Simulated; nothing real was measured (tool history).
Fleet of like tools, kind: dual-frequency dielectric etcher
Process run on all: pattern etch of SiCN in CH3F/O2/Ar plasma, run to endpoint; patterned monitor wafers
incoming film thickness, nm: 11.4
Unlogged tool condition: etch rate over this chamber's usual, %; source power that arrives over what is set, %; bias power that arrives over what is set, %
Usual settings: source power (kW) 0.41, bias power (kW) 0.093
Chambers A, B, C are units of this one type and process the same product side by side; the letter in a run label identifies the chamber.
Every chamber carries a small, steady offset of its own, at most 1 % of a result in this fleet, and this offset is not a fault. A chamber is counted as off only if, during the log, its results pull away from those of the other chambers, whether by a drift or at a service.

run   hour  source power (kW)  bias power (kW)  hours since the last wet clean  hours since the last source power generator calibration  hours since the last bias power generator calibration  endpoint time (s)
 1A    3.3               0.41            0.093                           362.7                                                   3702.3                                                  835.8             27.504
 2C    6.3               0.41            0.093                           124.3                                                    175.2                                                 2939.6             27.392
 3B   11.1               0.41            0.093                            16.5                                                   1701.6                                                 1052.7             27.602
 4C   15.5               0.41            0.093                           133.5                                                    184.4                                                 2948.8             27.449
 5A   20.1               0.46            0.093                           379.5                                                   3719.1                                                  852.6             26.191
 6B   25.7               0.46            0.093                            31.1                                                   1716.2                                                 1067.3             26.363
 7B   29.5               0.46            0.093                            34.9                                                     1720                                                 1071.1             26.388
 8C   34.4               0.41            0.093                           152.4                                                    203.3                                                 2967.7             27.296
 9A   39.5               0.44            0.093                           398.9                                                   3738.5                                                    872             26.725
10C   43.7               0.44            0.093                           161.7                                                    212.6                                                   2977             26.693
11B   48.8               0.44            0.093                            54.2                                                   1739.3                                                 1090.4             26.953
12A   52.2               0.41            0.093                           411.6                                                   3751.2                                                  884.7             27.589
13A   55.1               0.41            0.093                           414.5                                                   3754.1                                                  887.6             27.586
14C   59.1               0.41            0.093                           177.1                                                      228                                                 2992.4             27.555
15B   63.3               0.32            0.071                            68.7                                                   1753.8                                                 1104.9             33.264
16C     69               0.32            0.071                             187                                                    237.9                                                 3002.3              33.29
17A     73               0.32            0.071                           432.4                                                     3772                                                  905.5             33.162
18B   76.7               0.41            0.093                            82.1                                                   1767.2                                                 1118.3             27.639
19B   81.4               0.41            0.093                            86.8                                                   1771.9                                                   1123             27.606
20C   85.4               0.35            0.093                           203.4                                                    254.3                                                 3018.7              29.07
21A   89.2               0.35            0.093                           448.6                                                   3788.2                                                  921.7             28.902
22C   93.3               0.35            0.093                           211.3                                                    262.2                                                 3026.6             29.241
23B   98.8               0.41            0.093                           104.2                                                   1789.3                                                 1140.4             27.579
24A  103.6               0.49            0.107                             463                                                   3802.6                                                  936.1             24.164
25C  107.3               0.49            0.107                           225.3                                                    276.2                                                 3040.6             24.235
26A  111.2               0.49            0.107                           470.6                                                   3810.2                                                  943.7              24.06
27B    117               0.41            0.093                           122.4                                                   1807.5                                                 1158.6             27.417
28C  119.8               0.41            0.093                           237.8                                                    288.7                                                 3053.1             27.517
29A    126               0.41            0.093                           485.4                                                     3825                                                  958.5             26.972
30B  131.1               0.41            0.093                           136.5                                                   1821.6                                                 1172.7             27.689
31B  136.6               0.46            0.093                             142                                                   1827.1                                                 1178.2             26.296
32A  140.7               0.46            0.093                           500.1                                                   3839.7                                                  973.2              25.74
33C  143.6               0.46            0.093                           261.6                                                    312.5                                                 3076.9             26.343
34A  148.7               0.41            0.093                           508.1                                                   3847.7                                                  981.2             26.748
35B  153.7               0.41            0.093                           159.1                                                   1844.2                                                 1195.3             27.576
36C  157.7               0.41            0.093                           275.7                                                    326.6                                                   3091             27.527
37B  163.7               0.41            0.093                           169.1                                                   1854.2                                                 1205.3             27.413
38C    170               0.41            0.093                             288                                                    338.9                                                 3103.3             27.583
39A  174.7               0.41            0.093                           534.1                                                   3873.7                                                 1007.2             26.753
40C  180.4               0.41            0.093                           298.4                                                    349.3                                                 3113.7               27.5
41A  184.1               0.41            0.093                           543.5                                                   3883.1                                                 1016.6              26.77
42B  187.7               0.41            0.093                           193.1                                                   1878.2                                                 1229.3              27.74

All 3 chambers run these settings next. Forecast each chamber's results:
43A  192.3               0.41            0.093                                                                                                                                                                  ?
43B  192.3               0.41            0.093                                                                                                                                                                  ?
43C  192.3               0.41            0.093                                                                                                                                                                  ?

run  endpoint time (s)
43A             26.408
43B             27.718
43C             27.483

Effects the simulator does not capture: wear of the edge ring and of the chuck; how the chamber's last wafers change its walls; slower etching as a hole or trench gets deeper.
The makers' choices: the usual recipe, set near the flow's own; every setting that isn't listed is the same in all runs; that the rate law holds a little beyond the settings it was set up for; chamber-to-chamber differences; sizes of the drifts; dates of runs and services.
